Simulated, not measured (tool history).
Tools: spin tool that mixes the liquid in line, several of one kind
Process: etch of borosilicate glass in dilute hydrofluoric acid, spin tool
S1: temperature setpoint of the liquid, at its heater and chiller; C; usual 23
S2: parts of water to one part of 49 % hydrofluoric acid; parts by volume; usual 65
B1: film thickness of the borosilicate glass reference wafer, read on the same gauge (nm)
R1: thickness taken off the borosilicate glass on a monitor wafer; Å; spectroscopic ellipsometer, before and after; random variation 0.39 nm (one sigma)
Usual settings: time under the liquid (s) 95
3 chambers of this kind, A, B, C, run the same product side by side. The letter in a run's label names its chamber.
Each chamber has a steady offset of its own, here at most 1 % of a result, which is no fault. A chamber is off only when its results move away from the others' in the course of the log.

Run 1C, hour 15.4: usual settings; B1 30.006. Result: R1 392.51 Å.
Run 2A, hour 26.6: usual settings; B1 30.004. Result: R1 396.61 Å.
Run 3B, hour 34.3: usual settings; B1 30.028. Result: R1 390.84 Å.
Run 4A, hour 45.6: usual settings; B1 30.047. Result: R1 395.03 Å.
Run 5B, hour 55.7: usual settings; B1 29.948. Result: R1 385.15 Å.
Run 6C, hour 64.1: usual settings; B1 30.006. Result: R1 389.34 Å.
Run 7A, hour 71.9: usual settings but S1 20.5 C, S2 90 parts by volume; B1 29.995. Result: R1 245.76 Å.
Run 8C, hour 86.6: usual settings but S1 20.5 C, S2 90 parts by volume; B1 29.978. Result: R1 249.67 Å.
Run 9B, hour 94.8: usual settings but S1 20.5 C, S2 90 parts by volume; B1 30.012. Result: R1 244.11 Å.
Run 10A, hour 108.7: usual settings; B1 29.999. Result: R1 395.8 Å.
Run 11C, hour 116.7: usual settings; B1 29.965. Result: R1 385.99 Å.
Run 12B, hour 125.4: usual settings but S1 18.5 C, S2 40 parts by volume; B1 29.999. Result: R1 545.66 Å.
Run 13C, hour 135.5: usual settings but S1 18.5 C, S2 40 parts by volume; B1 29.993. Result: R1 548.21 Å.
Run 14B, hour 143.9: usual settings but S1 18.5 C, S2 40 parts by volume; B1 30.05. Result: R1 538.33 Å.
Run 15A, hour 159: usual settings but S1 20.5 C, time under the liquid (s) 135; B1 30.024. Result: R1 530.23 Å.
Run 16C, hour 169.3: usual settings but S1 20.5 C, time under the liquid (s) 135; B1 30. Result: R1 499.72 Å.
Run 17A, hour 182.2: usual settings but S1 20.5 C, time under the liquid (s) 135; B1 29.992. Result: R1 521.85 Å.
Run 18B, hour 190: usual settings; B1 29.99. Result: R1 387.5 Å.
Run 19A, hour 204.5: usual settings; B1 30.024. Result: R1 419.38 Å.
Run 20B, hour 216.7: usual settings but S1 18.5 C; B1 30.014. Result: R1 320.68 Å.
Run 21C, hour 227.6: usual settings but S1 18.5 C; B1 29.965. Result: R1 332.18 Å.
Run 22C, hour 243.2: usual settings but S1 18.5 C; B1 30.063. Result: R1 324.39 Å.

Is one chamber off against the others, does the gauge drift, or is nothing wrong? If a chamber is off, say which, and what the likeliest cause is.

Chamber A drifts away from the others.
Cause: liquid hotter than its thermometer reads (K) = 1.85.
The log may not tell that from: hydrofluoric acid flow above the setpoint (%).

Here are 4 candidates for chamber A's next run, each the usual settings with a change, their results left as question marks. Which one brings its results back in line with what the others give on the usual settings?
In line means no further than this from the other chambers' mean on the usual settings: R1 14 Å
Run 23A-1, hour 254.5: usual settings but S1 25 C. Result: R1 ?.
Run 23A-2, hour 254.5: usual settings but S1 23.5 C. Result: R1 ?.
Run 23A-3, hour 254.5: usual settings but S1 22.5 C. Result: R1 ?.
Run 23A-4, hour 254.5: usual settings but S1 22.5 C, S2 70 parts by volume. Result: R1 ?.

The other chambers' mean on the usual settings: R1 390.98 Å
  run      R1
23A-1  465.65
23A-2  438.21
23A-3  420.52
23A-4  388.07
23A-4 brings the chamber back in line.
